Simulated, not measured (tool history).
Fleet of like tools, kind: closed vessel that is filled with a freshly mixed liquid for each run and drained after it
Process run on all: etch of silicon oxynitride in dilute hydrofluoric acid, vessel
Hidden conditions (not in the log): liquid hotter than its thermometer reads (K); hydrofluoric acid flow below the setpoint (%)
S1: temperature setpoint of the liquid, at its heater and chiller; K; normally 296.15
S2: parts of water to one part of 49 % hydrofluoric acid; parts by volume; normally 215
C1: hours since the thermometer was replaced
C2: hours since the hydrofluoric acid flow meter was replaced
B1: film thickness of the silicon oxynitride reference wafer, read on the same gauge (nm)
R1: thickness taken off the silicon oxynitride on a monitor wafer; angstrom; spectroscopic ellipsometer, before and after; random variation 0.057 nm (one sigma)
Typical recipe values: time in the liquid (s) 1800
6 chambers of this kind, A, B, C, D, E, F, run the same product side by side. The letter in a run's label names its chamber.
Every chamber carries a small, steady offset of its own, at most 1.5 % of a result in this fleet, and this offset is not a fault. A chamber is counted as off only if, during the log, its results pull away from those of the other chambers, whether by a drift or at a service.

{"run": "1E", "hour": 6.2, "S1": 296.15, "S2": 215, "time in the liquid (s)": 1800, "C1": 600.3, "C2": 71.5, "B1": 70.008, "R1": 164.65}
{"run": "2A", "hour": 11.5, "S1": 296.15, "S2": 215, "time in the liquid (s)": 1800, "C1": 669.7, "C2": 48.4, "B1": 70.014, "R1": 166.17}
{"run": "3C", "hour": 16.2, "S1": 296.15, "S2": 215, "time in the liquid (s)": 1800, "C1": 672.8, "C2": 676.6, "B1": 70.005, "R1": 166.76}
{"run": "4D", "hour": 20.1, "S1": 296.15, "S2": 215, "time in the liquid (s)": 1800, "C1": 2173.8, "C2": 861, "B1": 69.987, "R1": 164.36}
{"hour": 20.5, "done": "chamber B: thermometer replaced"}
{"run": "5F", "hour": 25.2, "S1": 296.15, "S2": 215, "time in the liquid (s)": 1800, "C1": 206.9, "C2": 246.6, "B1": 70.017, "R1": 167.97}
{"run": "6B", "hour": 31.8, "S1": 296.15, "S2": 215, "time in the liquid (s)": 1800, "C1": 11.4, "C2": 166.5, "B1": 69.992, "R1": 166.61}
{"run": "7D", "hour": 36.5, "S1": 296.15, "S2": 215, "time in the liquid (s)": 1800, "C1": 2190.2, "C2": 877.4, "B1": 69.978, "R1": 165.26}
{"run": "8C", "hour": 42.5, "S1": 296.15, "S2": 215, "time in the liquid (s)": 1800, "C1": 699.1, "C2": 702.9, "B1": 69.999, "R1": 165.46}
{"run": "9B", "hour": 46.9, "S1": 296.15, "S2": 215, "time in the liquid (s)": 1800, "C1": 26.5, "C2": 181.6, "B1": 70.028, "R1": 166.69}
{"run": "10A", "hour": 52.7, "S1": 296.15, "S2": 215, "time in the liquid (s)": 1800, "C1": 710.9, "C2": 89.6, "B1": 69.996, "R1": 166.73}
{"run": "11F", "hour": 58.7, "S1": 296.15, "S2": 215, "time in the liquid (s)": 1800, "C1": 240.4, "C2": 280.1, "B1": 70.013, "R1": 166.91}
{"run": "12E", "hour": 62.1, "S1": 299.15, "S2": 115, "time in the liquid (s)": 1800, "C1": 656.2, "C2": 127.4, "B1": 70.021, "R1": 374.97}
{"run": "13B", "hour": 65.9, "S1": 299.15, "S2": 115, "time in the liquid (s)": 1800, "C1": 45.5, "C2": 200.6, "B1": 69.999, "R1": 386.71}
{"run": "14F", "hour": 70.2, "S1": 299.15, "S2": 115, "time in the liquid (s)": 1800, "C1": 251.9, "C2": 291.6, "B1": 69.99, "R1": 381.61}
{"run": "15C", "hour": 75.1, "S1": 299.15, "S2": 115, "time in the liquid (s)": 1800, "C1": 731.7, "C2": 735.5, "B1": 70.012, "R1": 389.33}
{"run": "16E", "hour": 80.2, "S1": 299.15, "S2": 115, "time in the liquid (s)": 1800, "C1": 674.3, "C2": 145.5, "B1": 70.007, "R1": 375.31}
{"run": "17A", "hour": 86.6, "S1": 299.15, "S2": 115, "time in the liquid (s)": 1800, "C1": 744.8, "C2": 123.5, "B1": 70.008, "R1": 384.71}
{"run": "18D", "hour": 90.3, "S1": 296.15, "S2": 215, "time in the liquid (s)": 1800, "C1": 2244, "C2": 931.2, "B1": 70.016, "R1": 164.13}
{"run": "19C", "hour": 93.7, "S1": 296.15, "S2": 215, "time in the liquid (s)": 1800, "C1": 750.3, "C2": 754.1, "B1": 69.976, "R1": 166.93}
{"run": "20D", "hour": 97.7, "S1": 296.15, "S2": 215, "time in the liquid (s)": 1800, "C1": 2251.4, "C2": 938.6, "B1": 70.008, "R1": 163.45}
{"run": "21F", "hour": 104.2, "S1": 296.15, "S2": 215, "time in the liquid (s)": 1800, "C1": 285.9, "C2": 325.6, "B1": 69.991, "R1": 167.45}
{"run": "22B", "hour": 110.7, "S1": 294.15, "S2": 285, "time in the liquid (s)": 1800, "C1": 90.3, "C2": 245.4, "B1": 69.986, "R1": 109.92}
{"run": "23A", "hour": 115.6, "S1": 294.15, "S2": 285, "time in the liquid (s)": 1800, "C1": 773.8, "C2": 152.5, "B1": 69.964, "R1": 110.07}
{"run": "24E", "hour": 122.0, "S1": 294.15, "S2": 285, "time in the liquid (s)": 1800, "C1": 716.1, "C2": 187.3, "B1": 69.992, "R1": 108.71}
{"run": "25E", "hour": 125.5, "S1": 294.15, "S2": 285, "time in the liquid (s)": 1800, "C1": 719.6, "C2": 190.8, "B1": 69.972, "R1": 108.45}
{"run": "26A", "hour": 129.1, "S1": 294.15, "S2": 285, "time in the liquid (s)": 1800, "C1": 787.3, "C2": 166, "B1": 69.993, "R1": 109.59}
{"run": "27C", "hour": 132.7, "S1": 294.15, "S2": 285, "time in the liquid (s)": 1800, "C1": 789.3, "C2": 793.1, "B1": 69.997, "R1": 108.98}
{"run": "28B", "hour": 139.8, "S1": 296.15, "S2": 215, "time in the liquid (s)": 1800, "C1": 119.4, "C2": 274.5, "B1": 70, "R1": 166.7}
{"run": "29F", "hour": 144.0, "S1": 296.15, "S2": 265, "time in the liquid (s)": 1800, "C1": 325.7, "C2": 365.4, "B1": 69.975, "R1": 132.24}
{"run": "30D", "hour": 147.2, "S1": 296.15, "S2": 265, "time in the liquid (s)": 1800, "C1": 2300.9, "C2": 988.1, "B1": 69.993, "R1": 127.35}
{"run": "31E", "hour": 150.5, "S1": 296.15, "S2": 265, "time in the liquid (s)": 1800, "C1": 744.6, "C2": 215.8, "B1": 70.013, "R1": 129.36}
{"run": "32D", "hour": 157.7, "S1": 296.15, "S2": 265, "time in the liquid (s)": 1800, "C1": 2311.4, "C2": 998.6, "B1": 70.042, "R1": 126.8}
{"run": "33B", "hour": 161.8, "S1": 296.15, "S2": 265, "time in the liquid (s)": 1800, "C1": 141.4, "C2": 296.5, "B1": 70.005, "R1": 130.75}
{"run": "34C", "hour": 169.0, "S1": 296.15, "S2": 265, "time in the liquid (s)": 1800, "C1": 825.6, "C2": 829.4, "B1": 70.018, "R1": 129.55}
{"run": "35F", "hour": 174.8, "S1": 291.65, "S2": 290, "time in the liquid (s)": 1800, "C1": 356.5, "C2": 396.2, "B1": 70.005, "R1": 97.011}
{"run": "36A", "hour": 179.2, "S1": 291.65, "S2": 290, "time in the liquid (s)": 1800, "C1": 837.4, "C2": 216.1, "B1": 70.002, "R1": 96.2}
{"run": "37E", "hour": 182.5, "S1": 291.65, "S2": 290, "time in the liquid (s)": 1800, "C1": 776.6, "C2": 247.8, "B1": 70.012, "R1": 95.884}

One chamber off, gauge drift, or nothing amiss beyond the chambers' own small offsets? If it is a chamber, which one, and what is the likeliest cause?

Little by little, chamber D moves away from the other chambers.
What lies behind it: hydrofluoric acid flow below the setpoint (%) = 2.32.
The log may not separate it from: liquid colder than its thermometer reads (K).

Chamber D could run next with any of the 4 candidate recipes listed below; each alters the usual settings, and their results appear as question marks. Which one brings its results back in line with what the other chambers deliver on the usual settings?
Allowed miss from the other chambers' usual-settings mean, per result, to count as in line: R1 2 angstrom
{"run": "38D-1", "hour": 187.8, "S1": 296.15, "S2": 215, "time in the liquid (s)": 1815, "R1": "?"}
{"run": "38D-2", "hour": 187.8, "S1": 296.15, "S2": 210, "time in the liquid (s)": 1800, "R1": "?"}
{"run": "38D-3", "hour": 187.8, "S1": 296.15, "S2": 215, "time in the liquid (s)": 1790, "R1": "?"}
{"run": "38D-4", "hour": 187.8, "S1": 296.15, "S2": 220, "time in the liquid (s)": 1800, "R1": "?"}

Average result of the remaining chambers running the usual settings: R1 166.13 angstrom
run=38D-1 R1=162.24
run=38D-2 R1=165.32
run=38D-3 R1=160
run=38D-4 R1=156.68
The answer is 38D-2, which returns the chamber to within the allowed miss of the others.
